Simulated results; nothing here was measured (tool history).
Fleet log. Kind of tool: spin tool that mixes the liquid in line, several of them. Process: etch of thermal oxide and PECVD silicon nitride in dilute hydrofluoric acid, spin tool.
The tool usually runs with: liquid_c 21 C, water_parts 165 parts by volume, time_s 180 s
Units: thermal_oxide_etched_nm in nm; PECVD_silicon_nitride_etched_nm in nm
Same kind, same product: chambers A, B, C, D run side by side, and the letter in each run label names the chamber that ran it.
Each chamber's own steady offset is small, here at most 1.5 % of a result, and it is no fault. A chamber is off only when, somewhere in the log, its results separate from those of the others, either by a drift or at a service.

run	hour	liquid_c	water_parts	time_s	read-back film thickness of the thermal oxide reference wafer, read on the same gauge (nm)	read-back film thickness of the PECVD silicon nitride reference wafer, read on the same gauge (nm)	thermal_oxide_etched_nm	PECVD_silicon_nitride_etched_nm
1C	14.1	21	165	180	80.017	120.01	4.2927	3.0814
2A	21.2	21	165	180	79.981	120	4.3212	3.1303
3D	36	21	165	180	79.988	119.99	4.2511	3.0625
4B	46.5	21	165	180	79.992	120.01	4.3272	3.1092
5B	57.7	21	165	180	80.018	120.04	4.2768	3.09
6A	70.4	24	220	180	79.998	120.01	3.4115	2.8343
7D	81.3	24	220	180	79.998	120	3.3465	2.7878
8C	93.7	24	220	180	79.995	119.97	3.4679	2.8735
9A	106.5	24	220	180	80.006	120.01	3.428	2.8694
10B	120.8	21	165	180	80.033	120.01	4.2943	3.1084
11D	127.1	21	95	270	80.012	119.99	12.203	7.9511
12C	138.7	21	95	270	80.01	120.04	12.083	7.8913
13A	148.7	21	95	270	80.002	119.98	12.472	8.1586
14C	161.2	21	95	270	79.989	120.02	12.022	7.8915
15D	170.5	21	165	180	79.993	120.01	4.2697	3.0631
16B	182.5	21	220	130	79.987	120.01	2.1659	1.6984
17A	195.1	21	220	130	79.999	119.98	2.2035	1.6927
18B	201.8	21	220	130	80.011	120.02	2.1907	1.7028
19C	208.6	21	220	130	80.02	120.03	2.2149	1.6983
20D	216.5	21	165	180	80	120.02	4.3924	3.1481
21D	230.7	21	165	180	79.984	120	4.338	3.0936
# hour 241.3: chamber C: thermometer replaced
22B	243	17.5	165	90	80.001	120.03	1.8563	1.2311
# hour 244.7: chamber D: thermometer replaced
23C	255.4	17.5	165	90	79.997	119.98	1.8926	1.2306
24A	269.9	17.5	165	90	80.004	120	1.8729	1.2388
25B	278.3	17.5	165	90	80.029	119.99	1.8743	1.2445
26C	288.4	17	165	275	80.017	119.99	5.6563	3.5734
27D	302.5	17	165	275	79.98	119.99	5.7508	3.7467

Predict what each chamber gives when all 4 of them run the settings below next.
28A	313.1	21	125	180			?	?
28B	313.1	21	125	180			?	?
28C	313.1	21	125	180			?	?
28D	313.1	21	125	180			?	?

run	thermal_oxide_etched_nm	PECVD_silicon_nitride_etched_nm
28A	5.9965	4.1657
28B	5.9394	4.1023
28C	5.8728	4.0439
28D	6.174	4.2169
